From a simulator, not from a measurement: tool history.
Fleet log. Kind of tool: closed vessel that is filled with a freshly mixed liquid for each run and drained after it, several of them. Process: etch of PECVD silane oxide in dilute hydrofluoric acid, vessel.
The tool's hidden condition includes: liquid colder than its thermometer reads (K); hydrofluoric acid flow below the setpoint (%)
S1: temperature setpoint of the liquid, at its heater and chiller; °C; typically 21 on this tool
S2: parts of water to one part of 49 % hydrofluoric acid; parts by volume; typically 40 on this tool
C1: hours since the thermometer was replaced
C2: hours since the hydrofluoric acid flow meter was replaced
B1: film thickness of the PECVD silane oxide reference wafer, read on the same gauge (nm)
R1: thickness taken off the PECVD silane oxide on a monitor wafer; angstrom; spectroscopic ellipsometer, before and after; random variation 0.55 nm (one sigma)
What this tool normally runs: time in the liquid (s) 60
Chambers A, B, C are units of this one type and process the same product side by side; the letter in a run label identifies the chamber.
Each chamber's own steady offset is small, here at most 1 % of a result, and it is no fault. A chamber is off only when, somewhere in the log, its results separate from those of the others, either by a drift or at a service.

{"run": "1B", "hour": 12.1, "S1": 21, "S2": 40, "time in the liquid (s)": 60, "C1": 907.9, "C2": 250.2, "B1": 120.01, "R1": 685.81}
{"run": "2C", "hour": 21.7, "S1": 21, "S2": 40, "time in the liquid (s)": 60, "C1": 934.6, "C2": 27, "B1": 119.98, "R1": 689.3}
{"run": "3A", "hour": 32.6, "S1": 21, "S2": 40, "time in the liquid (s)": 60, "C1": 412.3, "C2": 718.6, "B1": 119.97, "R1": 704.76}
{"run": "4B", "hour": 39.3, "S1": 21, "S2": 40, "time in the liquid (s)": 60, "C1": 935.1, "C2": 277.4, "B1": 120, "R1": 693.52}
{"run": "5A", "hour": 49.2, "S1": 21, "S2": 40, "time in the liquid (s)": 60, "C1": 428.9, "C2": 735.2, "B1": 120.01, "R1": 680.48}
{"run": "6C", "hour": 56.4, "S1": 21, "S2": 40, "time in the liquid (s)": 60, "C1": 969.3, "C2": 61.7, "B1": 119.99, "R1": 692.72}
{"run": "7C", "hour": 63.5, "S1": 21, "S2": 40, "time in the liquid (s)": 40, "C1": 976.4, "C2": 68.8, "B1": 119.99, "R1": 451.18}
{"run": "8A", "hour": 73.6, "S1": 21, "S2": 40, "time in the liquid (s)": 40, "C1": 453.3, "C2": 759.6, "B1": 120.01, "R1": 456.82}
{"run": "9B", "hour": 80.4, "S1": 21, "S2": 40, "time in the liquid (s)": 40, "C1": 976.2, "C2": 318.5, "B1": 119.99, "R1": 451.76}
{"run": "10A", "hour": 91.0, "S1": 21, "S2": 40, "time in the liquid (s)": 60, "C1": 470.7, "C2": 777, "B1": 120, "R1": 691.48}
{"run": "11C", "hour": 100.3, "S1": 21, "S2": 40, "time in the liquid (s)": 60, "C1": 1013.2, "C2": 105.6, "B1": 119.98, "R1": 687.92}
{"run": "12B", "hour": 113.6, "S1": 21, "S2": 30, "time in the liquid (s)": 45, "C1": 1009.4, "C2": 351.7, "B1": 120.01, "R1": 704.53}
{"run": "13B", "hour": 122.4, "S1": 21, "S2": 30, "time in the liquid (s)": 45, "C1": 1018.2, "C2": 360.5, "B1": 120, "R1": 688.31}
{"run": "14A", "hour": 129.5, "S1": 21, "S2": 30, "time in the liquid (s)": 45, "C1": 509.2, "C2": 815.5, "B1": 120.01, "R1": 694.24}
{"run": "15C", "hour": 137.0, "S1": 21, "S2": 40, "time in the liquid (s)": 60, "C1": 1049.9, "C2": 142.3, "B1": 119.99, "R1": 682.57}
{"run": "16C", "hour": 143.2, "S1": 21, "S2": 40, "time in the liquid (s)": 60, "C1": 1056.1, "C2": 148.5, "B1": 120.01, "R1": 678.43}
{"run": "17B", "hour": 155.1, "S1": 21, "S2": 40, "time in the liquid (s)": 60, "C1": 1050.9, "C2": 393.2, "B1": 120, "R1": 684.92}
{"run": "18A", "hour": 166.1, "S1": 21, "S2": 30, "time in the liquid (s)": 75, "C1": 545.8, "C2": 852.1, "B1": 120.02, "R1": 1169.8}
{"run": "19B", "hour": 172.0, "S1": 21, "S2": 30, "time in the liquid (s)": 75, "C1": 1067.8, "C2": 410.1, "B1": 119.99, "R1": 1139.7}
{"run": "20A", "hour": 178.7, "S1": 21, "S2": 30, "time in the liquid (s)": 75, "C1": 558.4, "C2": 864.7, "B1": 120, "R1": 1161.7}
{"run": "21C", "hour": 187.4, "S1": 21, "S2": 40, "time in the liquid (s)": 60, "C1": 1100.3, "C2": 192.7, "B1": 120, "R1": 694.73}
{"run": "22C", "hour": 196.0, "S1": 18.5, "S2": 40, "time in the liquid (s)": 30, "C1": 1108.9, "C2": 201.3, "B1": 119.99, "R1": 307}
{"run": "23A", "hour": 205.2, "S1": 18.5, "S2": 40, "time in the liquid (s)": 30, "C1": 584.9, "C2": 891.2, "B1": 120.01, "R1": 307.51}
{"run": "24B", "hour": 215.9, "S1": 18.5, "S2": 40, "time in the liquid (s)": 30, "C1": 1111.7, "C2": 454, "B1": 119.99, "R1": 309.99}
{"run": "25A", "hour": 223.9, "S1": 21, "S2": 40, "time in the liquid (s)": 60, "C1": 603.6, "C2": 909.9, "B1": 120.03, "R1": 688.52}
{"run": "26B", "hour": 237.3, "S1": 21, "S2": 40, "time in the liquid (s)": 60, "C1": 1133.1, "C2": 475.4, "B1": 119.98, "R1": 691.9}
{"run": "27C", "hour": 246.6, "S1": 21, "S2": 40, "time in the liquid (s)": 60, "C1": 1159.5, "C2": 251.9, "B1": 120, "R1": 685.39}
{"run": "28C", "hour": 253.6, "S1": 21, "S2": 40, "time in the liquid (s)": 60, "C1": 1166.5, "C2": 258.9, "B1": 120, "R1": 683.05}
{"run": "29B", "hour": 260.5, "S1": 21, "S2": 40, "time in the liquid (s)": 45, "C1": 1156.3, "C2": 498.6, "B1": 120.02, "R1": 514.34}
{"run": "30A", "hour": 268.1, "S1": 21, "S2": 40, "time in the liquid (s)": 45, "C1": 647.8, "C2": 954.1, "B1": 119.99, "R1": 522.21}
{"run": "31C", "hour": 277.6, "S1": 21, "S2": 40, "time in the liquid (s)": 45, "C1": 1190.5, "C2": 282.9, "B1": 120.01, "R1": 516.18}
{"run": "32B", "hour": 288.7, "S1": 21, "S2": 40, "time in the liquid (s)": 60, "C1": 1184.5, "C2": 526.8, "B1": 120, "R1": 689.23}
{"run": "33A", "hour": 301.8, "S1": 21, "S2": 40, "time in the liquid (s)": 60, "C1": 681.5, "C2": 987.8, "B1": 120, "R1": 690.33}
{"run": "34C", "hour": 308.4, "S1": 21, "S2": 40, "time in the liquid (s)": 60, "C1": 1221.3, "C2": 313.7, "B1": 120.01, "R1": 686.19}
{"run": "35A", "hour": 320.3, "S1": 21, "S2": 40, "time in the liquid (s)": 60, "C1": 700, "C2": 1006.3, "B1": 120.01, "R1": 696.86}
{"hour": 326.1, "done": "chamber B: hydrofluoric acid flow meter replaced"}
{"run": "36B", "hour": 330.5, "S1": 21, "S2": 40, "time in the liquid (s)": 60, "C1": 1226.3, "C2": 4.4, "B1": 120, "R1": 682.08}
{"run": "37C", "hour": 342.7, "S1": 21, "S2": 40, "time in the liquid (s)": 60, "C1": 1255.6, "C2": 348, "B1": 119.99, "R1": 685.51}
{"run": "38B", "hour": 354.6, "S1": 21, "S2": 40, "time in the liquid (s)": 60, "C1": 1250.4, "C2": 28.5, "B1": 120, "R1": 687.07}
{"hour": 362.3, "done": "chamber C: thermometer replaced"}
{"run": "39A", "hour": 363.3, "S1": 21, "S2": 40, "time in the liquid (s)": 60, "C1": 743, "C2": 1049.3, "B1": 120.01, "R1": 699.61}
{"run": "40A", "hour": 372.1, "S1": 21, "S2": 40, "time in the liquid (s)": 60, "C1": 751.8, "C2": 1058.1, "B1": 119.98, "R1": 684.8}
{"run": "41C", "hour": 384.9, "S1": 21, "S2": 40, "time in the liquid (s)": 60, "C1": 22.6, "C2": 390.2, "B1": 120, "R1": 681.79}
{"run": "42B", "hour": 392.6, "S1": 21, "S2": 40, "time in the liquid (s)": 60, "C1": 1288.4, "C2": 66.5, "B1": 120.01, "R1": 686.85}
{"run": "43A", "hour": 404.6, "S1": 21, "S2": 40, "time in the liquid (s)": 60, "C1": 784.3, "C2": 1090.6, "B1": 120, "R1": 698.47}

Is one chamber out of step, is the gauge drifting, or do the chambers differ by no more than their own small offsets? For an off chamber, give its letter and the likeliest cause.

All chambers stay in line apart from their small fixed offsets, and the gauge does not drift.
